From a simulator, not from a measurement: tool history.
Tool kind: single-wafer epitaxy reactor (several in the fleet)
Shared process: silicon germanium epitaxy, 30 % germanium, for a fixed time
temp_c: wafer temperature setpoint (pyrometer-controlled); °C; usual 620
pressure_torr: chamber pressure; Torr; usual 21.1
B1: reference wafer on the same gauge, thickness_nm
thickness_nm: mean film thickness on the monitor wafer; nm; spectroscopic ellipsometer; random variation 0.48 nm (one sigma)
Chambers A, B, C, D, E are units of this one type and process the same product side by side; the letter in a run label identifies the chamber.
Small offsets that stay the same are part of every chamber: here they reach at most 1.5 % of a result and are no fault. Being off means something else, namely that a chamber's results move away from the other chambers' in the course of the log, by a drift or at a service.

run 1A hour=4 | temp_c=620 pressure_torr=21.1 | B1=82.215 | thickness_nm=86.645
run 2B hour=11.1 | temp_c=620 pressure_torr=21.1 | B1=82.305 | thickness_nm=86.908
run 3E hour=14.6 | temp_c=620 pressure_torr=21.1 | B1=82.21 | thickness_nm=85.264
run 4C hour=22 | temp_c=620 pressure_torr=21.1 | B1=82.3 | thickness_nm=86.054
run 5D hour=28.2 | temp_c=610 pressure_torr=16.1 | B1=82.244 | thickness_nm=63.324
run 6E hour=32.7 | temp_c=610 pressure_torr=16.1 | B1=82.256 | thickness_nm=63.689
run 7A hour=38.4 | temp_c=610 pressure_torr=16.1 | B1=82.368 | thickness_nm=64.866
run 8D hour=42.4 | temp_c=610 pressure_torr=16.1 | B1=82.348 | thickness_nm=63.097
run 9B hour=49.6 | temp_c=610 pressure_torr=16.1 | B1=82.236 | thickness_nm=64.753
run 10C hour=53 | temp_c=620 pressure_torr=21.1 | B1=82.113 | thickness_nm=85.122
run 11E hour=59.3 | temp_c=620 pressure_torr=21.1 | B1=82.345 | thickness_nm=85.835
run 12C hour=63.2 | temp_c=620 pressure_torr=21.1 | B1=82.126 | thickness_nm=85.797
run 13B hour=67.6 | temp_c=620 pressure_torr=21.1 | B1=82.273 | thickness_nm=85.938
run 14D hour=73.5 | temp_c=620 pressure_torr=21.1 | B1=82.295 | thickness_nm=84.746
run 15A hour=78 | temp_c=620 pressure_torr=21.1 | B1=82.284 | thickness_nm=86.442
run 16B hour=84.5 | temp_c=620 pressure_torr=21.1 | B1=82.377 | thickness_nm=86.359
run 17A hour=88.5 | temp_c=620 pressure_torr=21.1 | B1=82.288 | thickness_nm=85.721
run 18C hour=92.1 | temp_c=620 pressure_torr=21.1 | B1=82.33 | thickness_nm=85.427
run 19E hour=98 | temp_c=606 pressure_torr=16.5 | B1=82.193 | thickness_nm=60.558
-- hour=98.6 chamber C: pyrometer calibrated
run 20D hour=105.6 | temp_c=606 pressure_torr=16.5 | B1=82.253 | thickness_nm=59.142
run 21E hour=113.3 | temp_c=606 pressure_torr=16.5 | B1=82.3 | thickness_nm=60.452
run 22C hour=118.2 | temp_c=606 pressure_torr=16.5 | B1=82.248 | thickness_nm=63.309
run 23B hour=122.2 | temp_c=606 pressure_torr=16.5 | B1=82.286 | thickness_nm=60.95
run 24A hour=129.5 | temp_c=620 pressure_torr=21.1 | B1=82.228 | thickness_nm=86.292
run 25D hour=135 | temp_c=620 pressure_torr=21.1 | B1=82.296 | thickness_nm=84.974
run 26C hour=140.1 | temp_c=627 pressure_torr=24.7 | B1=82.284 | thickness_nm=108.28
run 27A hour=145.1 | temp_c=627 pressure_torr=24.7 | B1=82.288 | thickness_nm=104.86
run 28B hour=148.8 | temp_c=627 pressure_torr=24.7 | B1=82.236 | thickness_nm=102.31
run 29E hour=156 | temp_c=627 pressure_torr=24.7 | B1=82.292 | thickness_nm=103.33
run 30D hour=159.4 | temp_c=627 pressure_torr=24.7 | B1=82.364 | thickness_nm=101.78
run 31B hour=165.4 | temp_c=630 pressure_torr=21.1 | B1=82.326 | thickness_nm=101.77
run 32D hour=169.6 | temp_c=630 pressure_torr=21.1 | B1=82.271 | thickness_nm=102.19
run 33A hour=176.6 | temp_c=630 pressure_torr=21.1 | B1=82.308 | thickness_nm=103.57

Predict what each chamber gives when all 5 of them run the settings below next.
run 34A hour=182.2 | temp_c=620 pressure_torr=21.1 | thickness_nm=?
run 34B hour=182.2 | temp_c=620 pressure_torr=21.1 | thickness_nm=?
run 34C hour=182.2 | temp_c=620 pressure_torr=21.1 | thickness_nm=?
run 34D hour=182.2 | temp_c=620 pressure_torr=21.1 | thickness_nm=?
run 34E hour=182.2 | temp_c=620 pressure_torr=21.1 | thickness_nm=?

run=34A thickness_nm=86.513
run=34B thickness_nm=85.844
run=34C thickness_nm=88.887
run=34D thickness_nm=84.75
run=34E thickness_nm=85.653

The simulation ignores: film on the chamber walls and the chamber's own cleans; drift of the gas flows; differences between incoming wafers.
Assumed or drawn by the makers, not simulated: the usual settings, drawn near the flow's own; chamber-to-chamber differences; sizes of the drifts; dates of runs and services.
